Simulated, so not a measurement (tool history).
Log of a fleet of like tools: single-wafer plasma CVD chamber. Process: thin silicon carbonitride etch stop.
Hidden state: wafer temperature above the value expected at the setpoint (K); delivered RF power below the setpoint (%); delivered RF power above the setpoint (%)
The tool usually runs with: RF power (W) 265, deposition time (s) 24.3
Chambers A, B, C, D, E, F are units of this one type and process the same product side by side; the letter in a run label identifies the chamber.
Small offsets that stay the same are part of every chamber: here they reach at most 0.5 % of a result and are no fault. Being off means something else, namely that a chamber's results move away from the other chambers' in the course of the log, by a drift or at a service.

run   hour  RF power (W)  deposition time (s)  hours since the last thermocouple change  hours since the last RF generator calibration  read-back reference wafer on the same gauge, thickness_nm  mean film thickness on the monitor wafer (nm)
 1B    8.0           265                 24.3                                    1588.9                                         1379.7                                                     17.403                                         14.997
 2E   15.1           265                 24.3                                     420.4                                          777.7                                                     17.403                                         15.019
 3D   22.1           265                 24.3                                    1338.2                                          699.4                                                     17.410                                         15.090
      24.4  -- chamber D: thermocouple changed; heater temperature recalibrated
 4F   30.9           265                 24.3                                    2483.4                                         1799.8                                                     17.419                                         15.125
 5A   36.4           265                 20.4                                    1077.6                                         1577.0                                                     17.410                                         12.643
 6C   41.0           265                 20.4                                    2205.9                                          134.9                                                     17.411                                         12.733
 7A   46.6           265                 20.4                                    1087.8                                         1587.2                                                     17.415                                         12.611
 8B   51.0           265                 20.4                                    1631.9                                         1422.7                                                     17.414                                         12.596
      59.6  -- chamber B: thermocouple changed; heater temperature recalibrated
 9C   60.2           265                 20.4                                    2225.1                                          154.1                                                     17.416                                         12.699
10F   65.7           265                 20.4                                    2518.2                                         1834.6                                                     17.426                                         12.696
11D   74.7           265                 24.3                                      50.3                                          752.0                                                     17.428                                         15.107
12E   82.6           265                 24.3                                     487.9                                          845.2                                                     17.426                                         15.050
13B   91.0           265                 24.3                                      31.5                                         1462.7                                                     17.425                                         14.987
14C   99.9           265                 24.3                                    2264.8                                          193.8                                                     17.431                                         15.172
15E  104.3           265                 24.3                                     509.6                                          866.9                                                     17.430                                         15.047
16F  109.1           265                 24.3                                    2561.6                                         1878.0                                                     17.432                                         15.164
     115.3  -- chamber C: thermocouple changed; heater temperature recalibrated
17D  116.1           265                 24.3                                      91.7                                          793.4                                                     17.434                                         15.107
18A  123.9           265                 24.3                                    1165.1                                         1664.5                                                     17.438                                         15.085
19A  129.0           265                 24.3                                    1170.2                                         1669.6                                                     17.445                                         15.068
20F  136.5           265                 24.3                                    2589.0                                         1905.4                                                     17.440                                         15.186
21B  144.0           305                 20.9                                      84.5                                         1515.7                                                     17.444                                         13.472
22D  149.1           305                 20.9                                     124.7                                          826.4                                                     17.444                                         13.595
23C  156.8           305                 20.9                                      41.6                                          250.7                                                     17.452                                         13.580
24E  163.4           305                 20.9                                     568.7                                          926.0                                                     17.454                                         13.501
25E  167.7           305                 20.9                                     573.0                                          930.3                                                     17.456                                         13.521
26C  172.8           305                 20.9                                      57.6                                          266.7                                                     17.456                                         13.581
27D  180.9           265                 24.3                                     156.5                                          858.2                                                     17.458                                         15.140
28B  190.1           265                 24.3                                     130.6                                         1561.8                                                     17.467                                         15.074
29F  194.3           265                 24.3                                    2646.8                                         1963.2                                                     17.460                                         15.174
30A  199.4           285                 20.5                                    1240.6                                         1740.0                                                     17.464                                         12.988
31C  205.7           285                 20.5                                      90.5                                          299.6                                                     17.466                                         13.069
32E  213.5           285                 20.5                                     618.8                                          976.1                                                     17.465                                         13.033
33D  221.7           285                 20.5                                     197.3                                          899.0                                                     17.465                                         13.066
34B  227.7           285                 20.5                                     168.2                                         1599.4                                                     17.471                                         12.970
35A  237.0           285                 20.5                                    1278.2                                         1777.6                                                     17.479                                         12.993
36F  244.2           265                 24.3                                    2696.7                                         2013.1                                                     17.476                                         15.179
37D  249.5           265                 24.3                                     225.1                                          926.8                                                     17.484                                         15.183
38B  255.8           265                 24.3                                     196.3                                         1627.5                                                     17.481                                         15.049
39F  262.8           265                 24.3                                    2715.3                                         2031.7                                                     17.489                                         15.173
40A  272.1           265                 24.3                                    1313.3                                         1812.7                                                     17.486                                         15.106

Which is it: a chamber that has drifted or been left off by a service, a gauge drift common to all chambers, or only each chamber's usual small offset? If a chamber is off, name it and its likeliest cause.

The shared gauge is drifting. All chambers look as if they move in step, but none is off.
Likeliest cause: gauge reads high (%) = 0.513.

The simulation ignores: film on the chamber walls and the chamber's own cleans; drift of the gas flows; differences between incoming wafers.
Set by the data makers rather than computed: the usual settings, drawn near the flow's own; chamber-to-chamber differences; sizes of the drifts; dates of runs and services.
